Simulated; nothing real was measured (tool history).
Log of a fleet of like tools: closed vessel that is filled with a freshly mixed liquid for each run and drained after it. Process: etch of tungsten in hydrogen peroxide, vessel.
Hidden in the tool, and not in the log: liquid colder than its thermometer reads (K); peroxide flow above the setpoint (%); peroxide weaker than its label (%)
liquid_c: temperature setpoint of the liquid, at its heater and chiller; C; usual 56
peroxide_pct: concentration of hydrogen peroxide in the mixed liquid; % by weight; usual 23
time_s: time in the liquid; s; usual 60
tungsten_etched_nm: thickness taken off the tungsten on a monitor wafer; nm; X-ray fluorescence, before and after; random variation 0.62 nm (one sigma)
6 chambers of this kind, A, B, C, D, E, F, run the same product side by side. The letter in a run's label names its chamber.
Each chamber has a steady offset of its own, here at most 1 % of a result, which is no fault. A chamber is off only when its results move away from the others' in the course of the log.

run	hour	liquid_c	peroxide_pct	time_s	hours since the thermometer was replaced	hours since the peroxide flow meter was replaced	hours since the drum of peroxide was connected	read-back film thickness of the tungsten reference wafer, read on the same gauge (nm)	tungsten_etched_nm
1E	11.5	56	23	60	1093.6	326	603.2	60.028	78.069
2F	17.3	56	23	60	485.7	2130.7	102.1	59.966	78.135
3C	28.9	56	23	60	1056.8	1015.2	301	60.038	79.369
4A	34.7	56	23	60	2243.9	504.2	898.8	60.004	78.192
5B	43.4	56	23	60	86.5	1891.5	145	60.01	78.996
6D	53.8	56	23	60	605.4	1187.8	923.9	59.986	78.907
7B	66.1	56	23	60	109.2	1914.2	167.7	60.007	78.449
# hour 73.7: chamber D: new drum of peroxide connected
8F	76.1	56	19	60	544.5	2189.5	160.9	59.974	71.817
9A	87	56	19	60	2296.2	556.5	951.1	60.02	69.735
10C	94.8	56	19	60	1122.7	1081.1	366.9	59.978	72.526
11D	103.2	56	19	60	654.8	1237.2	29.6	60.005	70.89
12E	112.2	56	19	60	1194.3	426.7	703.9	59.996	71.312
13F	117.7	56	19	60	586.1	2231.1	202.5	59.997	71.174
14D	124.9	56	23	60	676.5	1258.9	51.3	60.008	79.219
15C	134	56	23	60	1161.9	1120.3	406.1	60.03	78.902
16B	141.7	56	23	60	184.8	1989.8	243.3	59.96	79.252
17E	150.3	56	23	60	1232.4	464.8	742	60.041	77.514
18A	157.6	56	23	60	2366.8	627.1	1021.7	59.976	77.438
19C	164.9	56	23	60	1192.8	1151.2	437	60.018	79.146
20E	173	56	23	60	1255.1	487.5	764.7	60.019	75.52
21F	181.7	56	23	60	650.1	2295.1	266.5	60.008	78.74
# hour 184.4: chamber F: new drum of peroxide connected
22D	191.4	56	23	60	743	1325.4	117.8	59.999	78.79
23B	201.5	56	23	60	244.6	2049.6	303.1	59.983	79.115
24A	210.1	56	23	60	2419.3	679.6	1074.2	60.013	77.909
25D	215.8	56	23	60	767.4	1349.8	142.2	60.006	77.387
26B	227.3	56	23	60	270.4	2075.4	328.9	59.977	78.094
27C	235.2	56	23	60	1263.1	1221.5	507.3	59.988	78.766
28F	245.2	56	23	60	713.6	2358.6	60.9	59.984	79.033
29E	250.9	56	23	60	1333	565.4	842.6	60.034	73.667
30A	261.4	56	23	60	2470.6	730.9	1125.5	60.02	76.776
31F	273.3	52	23	60	741.7	2386.7	89	60.01	61.966
32C	282.4	52	23	60	1310.3	1268.7	554.5	60.027	62.348
33D	288	52	23	60	839.6	1422	214.4	60.004	61.859
34A	300.3	52	23	60	2509.5	769.8	1164.4	60.02	60.938
35B	306.1	52	23	60	349.2	2154.2	407.7	59.969	61.664
36E	313.7	52	23	60	1395.8	628.2	905.4	60.015	55.933
37B	319.2	56	17.5	60	362.3	2167.3	420.8	60.002	67.03
# hour 322.5: chamber A: thermometer replaced
38F	328.6	56	17.5	60	797	2442	144.3	59.954	67.88
39E	338.6	56	17.5	60	1420.7	653.1	930.3	60.035	62.707
40C	344.9	56	17.5	60	1372.8	1331.2	617	60.007	69.194
41D	351.6	56	17.5	60	903.2	1485.6	278	60.03	67.732
# hour 357.7: chamber A: peroxide flow meter replaced
42A	361.5	56	17.5	60	39	3.9	1225.6	59.973	67.606
43C	370.2	56	23	60	1398.1	1356.5	642.3	59.991	78.66

What goes on in this fleet: one chamber off, a drifting gauge, or nothing beyond the chambers' own small offsets? Name the chamber and the cause, if any.

Chamber E drifts away from the others.
Cause: liquid colder than its thermometer reads (K) = 1.9.

Here are 4 candidates for chamber E's next run, each the usual settings with a change, their results left as question marks. Which one brings its results back in line with what the others give on the usual settings?
In line means no further than this from the other chambers' mean on the usual settings: tungsten_etched_nm 2.2 nm
44E-1	379.2	56	23	75					?
44E-2	379.2	58	23	60					?
44E-3	379.2	54	23	60					?
44E-4	379.2	56	14.5	60					?

The other chambers' mean on the usual settings: tungsten_etched_nm 78.465 nm
run	tungsten_etched_nm
44E-1	87.162
44E-2	78.592
44E-3	61.812
44E-4	55.369
44E-2 brings the chamber back in line.
